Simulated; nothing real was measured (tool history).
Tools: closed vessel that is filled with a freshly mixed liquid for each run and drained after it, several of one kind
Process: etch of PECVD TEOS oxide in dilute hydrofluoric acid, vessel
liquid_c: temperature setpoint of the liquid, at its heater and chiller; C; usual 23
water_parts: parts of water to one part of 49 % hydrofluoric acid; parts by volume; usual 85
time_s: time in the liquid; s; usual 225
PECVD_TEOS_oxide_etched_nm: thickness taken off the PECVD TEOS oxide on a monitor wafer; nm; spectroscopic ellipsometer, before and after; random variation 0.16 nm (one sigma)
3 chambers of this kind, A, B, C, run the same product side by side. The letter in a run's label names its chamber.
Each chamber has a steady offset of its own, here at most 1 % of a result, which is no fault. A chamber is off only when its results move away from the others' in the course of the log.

| run | day | liquid_c | water_parts | time_s | hours since the thermometer was replaced | hours since the hydrofluoric acid flow meter was replaced | read-back film thickness of the PECVD TEOS oxide reference wafer, read on the same gauge (nm) | PECVD_TEOS_oxide_etched_nm |
|---|---|---|---|---|---|---|---|---|
| 1A | 0.208 | 23 | 85 | 225 | 168 | 334.7 | 150.01 | 31.86 |
| 2B | 0.35 | 23 | 85 | 225 | 307.2 | 272.6 | 150 | 32.148 |
| 3C | 0.538 | 23 | 85 | 225 | 846.5 | 999.8 | 150.01 | 31.96 |
| 4C | 0.662 | 23 | 85 | 225 | 849.5 | 1002.8 | 150.02 | 31.757 |
| 5B | 0.875 | 23 | 85 | 225 | 319.8 | 285.2 | 150.01 | 32.343 |
|  | 0.979 | chamber C: thermometer replaced |
| 6A | 1.046 | 23 | 85 | 225 | 188.1 | 354.8 | 150.03 | 32.044 |
| 7A | 1.225 | 23 | 85 | 225 | 192.4 | 359.1 | 150.06 | 32.156 |
| 8B | 1.404 | 23 | 85 | 225 | 332.5 | 297.9 | 149.97 | 32.097 |
| 9C | 1.538 | 23 | 85 | 225 | 13.5 | 1023.8 | 150.04 | 32.085 |
| 10A | 1.679 | 23 | 85 | 225 | 203.3 | 370 | 150 | 32.212 |
| 11C | 1.821 | 23 | 85 | 225 | 20.3 | 1030.6 | 150.02 | 32.014 |
| 12B | 1.925 | 23 | 85 | 285 | 345 | 310.4 | 149.98 | 40.45 |
| 13C | 2.05 | 23 | 85 | 285 | 25.8 | 1036.1 | 150.01 | 40.354 |
| 14A | 2.262 | 23 | 85 | 285 | 217.3 | 384 | 149.99 | 40.881 |
| 15B | 2.421 | 23 | 85 | 225 | 356.9 | 322.3 | 149.99 | 31.464 |
| 16B | 2.538 | 23 | 85 | 225 | 359.7 | 325.1 | 150.01 | 31.477 |
| 17C | 2.742 | 23 | 85 | 225 | 42.4 | 1052.7 | 150.01 | 31.707 |
| 18A | 2.871 | 23 | 85 | 225 | 231.9 | 398.6 | 149.99 | 32.087 |
| 19B | 2.971 | 23 | 85 | 225 | 370.1 | 335.5 | 150.04 | 31.198 |
| 20C | 3.15 | 23 | 85 | 225 | 52.2 | 1062.5 | 149.99 | 31.826 |
| 21A | 3.342 | 23 | 85 | 225 | 243.2 | 409.9 | 149.99 | 32.056 |
| 22A | 3.458 | 23 | 85 | 225 | 246 | 412.7 | 150 | 32.088 |
| 23C | 3.579 | 23 | 85 | 225 | 62.5 | 1072.8 | 150 | 31.907 |
| 24B | 3.746 | 23 | 85 | 225 | 388.7 | 354.1 | 150 | 30.592 |
| 25A | 3.908 | 23 | 85 | 225 | 256.8 | 423.5 | 150.01 | 32.143 |
| 26B | 4.042 | 23 | 85 | 225 | 395.8 | 361.2 | 149.99 | 30.716 |

Is one chamber off against the others, does the gauge drift, or is nothing wrong? If a chamber is off, say which, and what the likeliest cause is.

Chamber B drifts away from the others.
Cause: hydrofluoric acid flow below the setpoint (%) = 5.51.
The log may not tell that from: liquid colder than its thermometer reads (K).

Here are 4 candidates for chamber B's next run, each the usual settings with a change, their results left as question marks. Which one brings its results back in line with what the others give on the usual settings?
In line means no further than this from the other chambers' mean on the usual settings: PECVD_TEOS_oxide_etched_nm 0.55 nm
| 27B-1 | 4.204 | 24.5 | 85 | 225 |  |  |  | ? |
| 27B-2 | 4.204 | 23 | 90 | 215 |  |  |  | ? |
| 27B-3 | 4.204 | 26 | 85 | 225 |  |  |  | ? |
| 27B-4 | 4.204 | 21.5 | 85 | 225 |  |  |  | ? |

The other chambers' mean on the usual settings: PECVD_TEOS_oxide_etched_nm 31.95 nm
| run | PECVD_TEOS_oxide_etched_nm |
|---|---|
| 27B-1 | 32.285 |
| 27B-2 | 27.279 |
| 27B-3 | 34.267 |
| 27B-4 | 28.588 |
27B-1 brings the chamber back in line.

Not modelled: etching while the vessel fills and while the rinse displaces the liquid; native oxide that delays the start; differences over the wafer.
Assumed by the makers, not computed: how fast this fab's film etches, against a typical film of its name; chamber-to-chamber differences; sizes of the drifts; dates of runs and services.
